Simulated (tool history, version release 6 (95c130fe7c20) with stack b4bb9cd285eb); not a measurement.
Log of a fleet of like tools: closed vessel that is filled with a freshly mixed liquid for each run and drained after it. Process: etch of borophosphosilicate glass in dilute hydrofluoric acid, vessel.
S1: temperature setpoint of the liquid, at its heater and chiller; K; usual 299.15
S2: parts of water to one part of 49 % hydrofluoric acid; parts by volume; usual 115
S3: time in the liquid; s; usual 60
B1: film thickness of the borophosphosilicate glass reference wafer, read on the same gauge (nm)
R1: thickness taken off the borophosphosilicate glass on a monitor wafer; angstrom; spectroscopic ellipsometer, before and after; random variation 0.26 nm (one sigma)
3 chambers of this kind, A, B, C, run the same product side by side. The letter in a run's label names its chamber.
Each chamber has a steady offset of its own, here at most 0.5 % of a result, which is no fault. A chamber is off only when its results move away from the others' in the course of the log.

run 1C hour=12.1 | S1=299.15 S2=115 S3=60 | B1=80.009 | R1=273.52
run 2B hour=19.4 | S1=299.15 S2=115 S3=60 | B1=79.995 | R1=277.75
run 3A hour=32.6 | S1=299.15 S2=115 S3=60 | B1=80.019 | R1=280.45
run 4B hour=41.9 | S1=299.15 S2=115 S3=60 | B1=80.018 | R1=282.26
run 5C hour=52.1 | S1=299.15 S2=115 S3=60 | B1=80.004 | R1=276.62
run 6A hour=60.2 | S1=299.15 S2=115 S3=60 | B1=80.02 | R1=277.58
run 7C hour=69.1 | S1=299.15 S2=115 S3=60 | B1=79.992 | R1=278.96
run 8B hour=77.5 | S1=299.15 S2=115 S3=60 | B1=79.966 | R1=280.62
run 9A hour=89.9 | S1=299.15 S2=115 S3=60 | B1=80.007 | R1=279.98
run 10B hour=101.2 | S1=299.15 S2=115 S3=60 | B1=79.999 | R1=278.51
run 11C hour=107.2 | S1=299.15 S2=115 S3=60 | B1=79.992 | R1=278.64
run 12A hour=116.6 | S1=299.15 S2=115 S3=60 | B1=79.983 | R1=280.99
run 13B hour=123 | S1=299.15 S2=115 S3=60 | B1=79.982 | R1=279.64
run 14A hour=129.1 | S1=299.15 S2=115 S3=60 | B1=79.989 | R1=273.45
run 15C hour=139.6 | S1=299.15 S2=115 S3=60 | B1=80.013 | R1=278.43
run 16C hour=148 | S1=299.15 S2=115 S3=60 | B1=79.959 | R1=275.76
run 17A hour=155.8 | S1=299.15 S2=115 S3=60 | B1=80.03 | R1=282.59
run 18B hour=166.2 | S1=299.15 S2=115 S3=60 | B1=80.003 | R1=276.84
run 19B hour=178.6 | S1=299.15 S2=115 S3=60 | B1=80.002 | R1=278.97
run 20A hour=187.6 | S1=299.15 S2=115 S3=60 | B1=80.012 | R1=273.84
run 21C hour=196.7 | S1=299.15 S2=115 S3=60 | B1=79.985 | R1=270.76
run 22A hour=207.1 | S1=299.15 S2=115 S3=60 | B1=79.974 | R1=279.7
run 23C hour=217.1 | S1=299.15 S2=115 S3=60 | B1=80.001 | R1=268.77
run 24B hour=224.2 | S1=301.65 S2=115 S3=70 | B1=80.001 | R1=358.72
run 25C hour=232.2 | S1=301.65 S2=115 S3=70 | B1=79.971 | R1=342.56
run 26B hour=244.4 | S1=301.65 S2=115 S3=70 | B1=80.01 | R1=357.57
run 27A hour=253.2 | S1=299.15 S2=115 S3=60 | B1=79.974 | R1=280.18
run 28A hour=259.5 | S1=299.15 S2=115 S3=60 | B1=79.982 | R1=279.59
run 29C hour=267 | S1=299.15 S2=115 S3=60 | B1=79.989 | R1=262.4
run 30B hour=278 | S1=299.15 S2=115 S3=60 | B1=80.002 | R1=279.2
run 31A hour=289.8 | S1=299.15 S2=115 S3=60 | B1=80.011 | R1=278.78
run 32C hour=302.1 | S1=299.15 S2=115 S3=60 | B1=79.997 | R1=258.87

What goes on in this fleet: one chamber off, a drifting gauge, or nothing beyond the chambers' own small offsets? Name the chamber and the cause, if any.

Chamber C drifts away from the others.
Cause: liquid colder than its thermometer reads (K) = 1.89.
The log may not tell that from: hydrofluoric acid flow below the setpoint (%).

Here are 4 candidates for chamber C's next run, each the usual settings with a change, their results left as question marks. Which one brings its results back in line with what the others give on the usual settings?
In line means no further than this from the other chambers' mean on the usual settings: R1 9 angstrom
run 33C-1 hour=311.7 | S1=299.15 S2=120 S3=55 | R1=?
run 33C-2 hour=311.7 | S1=299.15 S2=115 S3=65 | R1=?
run 33C-3 hour=311.7 | S1=297.15 S2=115 S3=60 | R1=?
run 33C-4 hour=311.7 | S1=302.65 S2=115 S3=60 | R1=?

The other chambers' mean on the usual settings: R1 278.75 angstrom
run=33C-1 R1=226.65
run=33C-2 R1=281.32
run=33C-3 R1=240.03
run=33C-4 R1=297.04
33C-2 brings the chamber back in line.

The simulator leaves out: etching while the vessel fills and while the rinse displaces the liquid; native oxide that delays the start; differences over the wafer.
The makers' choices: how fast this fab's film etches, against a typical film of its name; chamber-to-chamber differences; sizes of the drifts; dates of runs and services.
